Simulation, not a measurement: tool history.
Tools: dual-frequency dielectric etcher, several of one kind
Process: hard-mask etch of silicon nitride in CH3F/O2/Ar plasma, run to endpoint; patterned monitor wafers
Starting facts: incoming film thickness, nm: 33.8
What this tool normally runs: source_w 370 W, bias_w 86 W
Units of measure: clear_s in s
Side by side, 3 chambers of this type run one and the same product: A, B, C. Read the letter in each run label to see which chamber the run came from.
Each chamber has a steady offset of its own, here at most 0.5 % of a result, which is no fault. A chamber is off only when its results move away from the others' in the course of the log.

| run | day | source_w | bias_w | clear_s |
|---|---|---|---|---|
| 1A | 0.296 | 370 | 86 | 47.399 |
| 2C | 0.608 | 370 | 86 | 47.095 |
| 3B | 0.946 | 370 | 86 | 47.416 |
| 4C | 1.217 | 370 | 86 | 47.355 |
| 5B | 1.429 | 370 | 86 | 46.924 |
| 6A | 1.708 | 370 | 86 | 46.536 |
| 7C | 2.017 | 370 | 86 | 47.218 |
| 8B | 2.354 | 370 | 86 | 47.251 |
| 9A | 2.550 | 370 | 86 | 46.722 |
| 10B | 2.904 | 370 | 86 | 46.860 |
| 11C | 3.200 | 370 | 86 | 46.855 |
| 12A | 3.575 | 370 | 86 | 47.186 |
| 13A | 3.888 | 370 | 86 | 46.531 |
| 14B | 4.079 | 370 | 86 | 47.850 |
| 15C | 4.329 | 450 | 86 | 42.864 |
| 16B | 4.608 | 450 | 86 | 44.259 |
| 17A | 4.912 | 450 | 86 | 44.165 |
| 18C | 5.171 | 370 | 86 | 45.596 |
| 19A | 5.467 | 370 | 86 | 47.198 |
| 20B | 5.788 | 370 | 86 | 46.938 |
| 21C | 6.017 | 370 | 86 | 45.882 |
| 22B | 6.250 | 430 | 76 | 46.420 |
| 23A | 6.538 | 430 | 76 | 46.414 |

Decide between three cases: one chamber stands off from its peers, the gauge reading all wafers drifts, or nothing is wrong past each chamber's small offset. Where a chamber is off, say which and what most likely put it there.

Chamber C drifts away from the others.
Most likely cause: etch rate over this chamber's usual, % = 4.83.

Here are 4 candidates for chamber C's next run, each the usual settings with a change, their results left as question marks. Which one brings its results back in line with what the others give on the usual settings?
In line here means within this much of the mean the other chambers give on the usual settings: clear_s 1.200 s
| 24C-1 | 6.808 | 420 | 86 | ? |
| 24C-2 | 6.808 | 420 | 98 | ? |
| 24C-3 | 6.808 | 330 | 76 | ? |
| 24C-4 | 6.808 | 320 | 86 | ? |

What the other chambers average on the usual settings: clear_s 47.110 s
| run | clear_s |
|---|---|
| 24C-1 | 43.021 |
| 24C-2 | 41.037 |
| 24C-3 | 49.155 |
| 24C-4 | 47.558 |
24C-4 brings the chamber back in line.
